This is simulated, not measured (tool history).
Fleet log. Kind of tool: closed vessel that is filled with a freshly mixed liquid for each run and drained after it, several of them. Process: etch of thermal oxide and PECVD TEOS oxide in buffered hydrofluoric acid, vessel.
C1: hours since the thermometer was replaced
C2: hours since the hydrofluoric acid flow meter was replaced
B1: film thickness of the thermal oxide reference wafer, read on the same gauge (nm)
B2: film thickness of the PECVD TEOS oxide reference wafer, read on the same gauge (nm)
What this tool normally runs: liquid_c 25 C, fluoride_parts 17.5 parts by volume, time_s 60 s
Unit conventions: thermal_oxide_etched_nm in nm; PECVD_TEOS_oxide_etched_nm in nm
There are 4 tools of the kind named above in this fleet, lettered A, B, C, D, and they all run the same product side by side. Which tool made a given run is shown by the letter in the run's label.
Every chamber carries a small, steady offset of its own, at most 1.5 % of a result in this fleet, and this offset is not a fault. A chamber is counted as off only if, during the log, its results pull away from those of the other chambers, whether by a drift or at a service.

run 1B hour=15.2 | liquid_c=25 fluoride_parts=17.5 time_s=60 | C1=421.5 C2=1834.3 | B1=69.953 B2=39.993 | thermal_oxide_etched_nm=41.761 PECVD_TEOS_oxide_etched_nm=47.36
run 2A hour=26 | liquid_c=25 fluoride_parts=17.5 time_s=60 | C1=2144 C2=145 | B1=69.954 B2=40.021 | thermal_oxide_etched_nm=41.84 PECVD_TEOS_oxide_etched_nm=46.944
run 3C hour=40.2 | liquid_c=25 fluoride_parts=17.5 time_s=60 | C1=1072.8 C2=463.3 | B1=70.046 B2=39.992 | thermal_oxide_etched_nm=41.732 PECVD_TEOS_oxide_etched_nm=47.245
-- hour=41.2 chamber B: hydrofluoric acid flow meter replaced
run 4D hour=53 | liquid_c=25 fluoride_parts=17.5 time_s=60 | C1=723.7 C2=2086.2 | B1=70.018 B2=39.963 | thermal_oxide_etched_nm=41.813 PECVD_TEOS_oxide_etched_nm=48.147
run 5A hour=64.7 | liquid_c=25 fluoride_parts=17.5 time_s=60 | C1=2182.7 C2=183.7 | B1=70.001 B2=40.002 | thermal_oxide_etched_nm=41.141 PECVD_TEOS_oxide_etched_nm=47.207
run 6D hour=73.3 | liquid_c=25 fluoride_parts=17.5 time_s=60 | C1=744 C2=2106.5 | B1=70.009 B2=39.964 | thermal_oxide_etched_nm=41.637 PECVD_TEOS_oxide_etched_nm=46.736
run 7B hour=83.5 | liquid_c=25 fluoride_parts=17.5 time_s=60 | C1=489.8 C2=42.4 | B1=70.042 B2=40.015 | thermal_oxide_etched_nm=41.737 PECVD_TEOS_oxide_etched_nm=47.058
-- hour=90.2 chamber D: hydrofluoric acid flow meter replaced
run 8C hour=91 | liquid_c=25 fluoride_parts=11.5 time_s=35 | C1=1123.6 C2=514.1 | B1=70.031 B2=40.02 | thermal_oxide_etched_nm=36.555 PECVD_TEOS_oxide_etched_nm=41.264
run 9B hour=98.6 | liquid_c=25 fluoride_parts=11.5 time_s=35 | C1=504.9 C2=57.5 | B1=70.038 B2=39.991 | thermal_oxide_etched_nm=36.721 PECVD_TEOS_oxide_etched_nm=42.389
run 10D hour=112.1 | liquid_c=25 fluoride_parts=11.5 time_s=35 | C1=782.8 C2=22 | B1=69.97 B2=39.99 | thermal_oxide_etched_nm=36.678 PECVD_TEOS_oxide_etched_nm=41.537
run 11C hour=126.2 | liquid_c=25 fluoride_parts=11.5 time_s=35 | C1=1158.8 C2=549.3 | B1=70.003 B2=39.991 | thermal_oxide_etched_nm=36.475 PECVD_TEOS_oxide_etched_nm=41.544
run 12A hour=132.9 | liquid_c=25 fluoride_parts=14 time_s=80 | C1=2250.9 C2=251.9 | B1=70 B2=39.976 | thermal_oxide_etched_nm=69.317 PECVD_TEOS_oxide_etched_nm=79.387
run 13D hour=148.1 | liquid_c=25 fluoride_parts=14 time_s=80 | C1=818.8 C2=58 | B1=69.991 B2=39.999 | thermal_oxide_etched_nm=70.022 PECVD_TEOS_oxide_etched_nm=78.79
run 14B hour=158.8 | liquid_c=25 fluoride_parts=14 time_s=80 | C1=565.1 C2=117.7 | B1=69.94 B2=39.992 | thermal_oxide_etched_nm=69.962 PECVD_TEOS_oxide_etched_nm=79.015
run 15A hour=171.8 | liquid_c=25 fluoride_parts=14 time_s=80 | C1=2289.8 C2=290.8 | B1=70.006 B2=40.031 | thermal_oxide_etched_nm=69.369 PECVD_TEOS_oxide_etched_nm=77.905
run 16C hour=183.4 | liquid_c=25 fluoride_parts=17.5 time_s=60 | C1=1216 C2=606.5 | B1=70.014 B2=39.99 | thermal_oxide_etched_nm=41.481 PECVD_TEOS_oxide_etched_nm=47.027
run 17D hour=192.6 | liquid_c=25 fluoride_parts=17.5 time_s=60 | C1=863.3 C2=102.5 | B1=69.988 B2=39.999 | thermal_oxide_etched_nm=41.502 PECVD_TEOS_oxide_etched_nm=47.156
run 18A hour=202.1 | liquid_c=25 fluoride_parts=17.5 time_s=60 | C1=2320.1 C2=321.1 | B1=69.975 B2=40.018 | thermal_oxide_etched_nm=41.295 PECVD_TEOS_oxide_etched_nm=47.624
run 19B hour=215.5 | liquid_c=25 fluoride_parts=17.5 time_s=60 | C1=621.8 C2=174.4 | B1=69.992 B2=39.986 | thermal_oxide_etched_nm=41.889 PECVD_TEOS_oxide_etched_nm=47.557
run 20C hour=228.3 | liquid_c=25 fluoride_parts=17.5 time_s=60 | C1=1260.9 C2=651.4 | B1=70.017 B2=40.032 | thermal_oxide_etched_nm=41.596 PECVD_TEOS_oxide_etched_nm=47.347
run 21B hour=241.6 | liquid_c=25 fluoride_parts=17.5 time_s=60 | C1=647.9 C2=200.5 | B1=70.013 B2=39.987 | thermal_oxide_etched_nm=41.741 PECVD_TEOS_oxide_etched_nm=47.895
run 22C hour=252.1 | liquid_c=25 fluoride_parts=17.5 time_s=60 | C1=1284.7 C2=675.2 | B1=69.999 B2=39.981 | thermal_oxide_etched_nm=41.883 PECVD_TEOS_oxide_etched_nm=47.03
run 23A hour=265.3 | liquid_c=25 fluoride_parts=17.5 time_s=60 | C1=2383.3 C2=384.3 | B1=70.005 B2=40.007 | thermal_oxide_etched_nm=41.9 PECVD_TEOS_oxide_etched_nm=47.922
run 24D hour=275.6 | liquid_c=25 fluoride_parts=17.5 time_s=60 | C1=946.3 C2=185.5 | B1=70.034 B2=39.987 | thermal_oxide_etched_nm=41.705 PECVD_TEOS_oxide_etched_nm=47.037
run 25C hour=288.9 | liquid_c=25 fluoride_parts=17.5 time_s=60 | C1=1321.5 C2=712 | B1=69.998 B2=40.041 | thermal_oxide_etched_nm=41.479 PECVD_TEOS_oxide_etched_nm=47.495

For the next run the whole fleet of 4 chambers uses the same settings. Give each chamber's results:
run 26A hour=299.8 | liquid_c=25 fluoride_parts=13.5 time_s=60 | thermal_oxide_etched_nm=? PECVD_TEOS_oxide_etched_nm=?
run 26B hour=299.8 | liquid_c=25 fluoride_parts=13.5 time_s=60 | thermal_oxide_etched_nm=? PECVD_TEOS_oxide_etched_nm=?
run 26C hour=299.8 | liquid_c=25 fluoride_parts=13.5 time_s=60 | thermal_oxide_etched_nm=? PECVD_TEOS_oxide_etched_nm=?
run 26D hour=299.8 | liquid_c=25 fluoride_parts=13.5 time_s=60 | thermal_oxide_etched_nm=? PECVD_TEOS_oxide_etched_nm=?

run=26A thermal_oxide_etched_nm=53.56 PECVD_TEOS_oxide_etched_nm=60.625
run=26B thermal_oxide_etched_nm=53.314 PECVD_TEOS_oxide_etched_nm=61.659
run=26C thermal_oxide_etched_nm=53.627 PECVD_TEOS_oxide_etched_nm=61.007
run=26D thermal_oxide_etched_nm=53.852 PECVD_TEOS_oxide_etched_nm=60.556
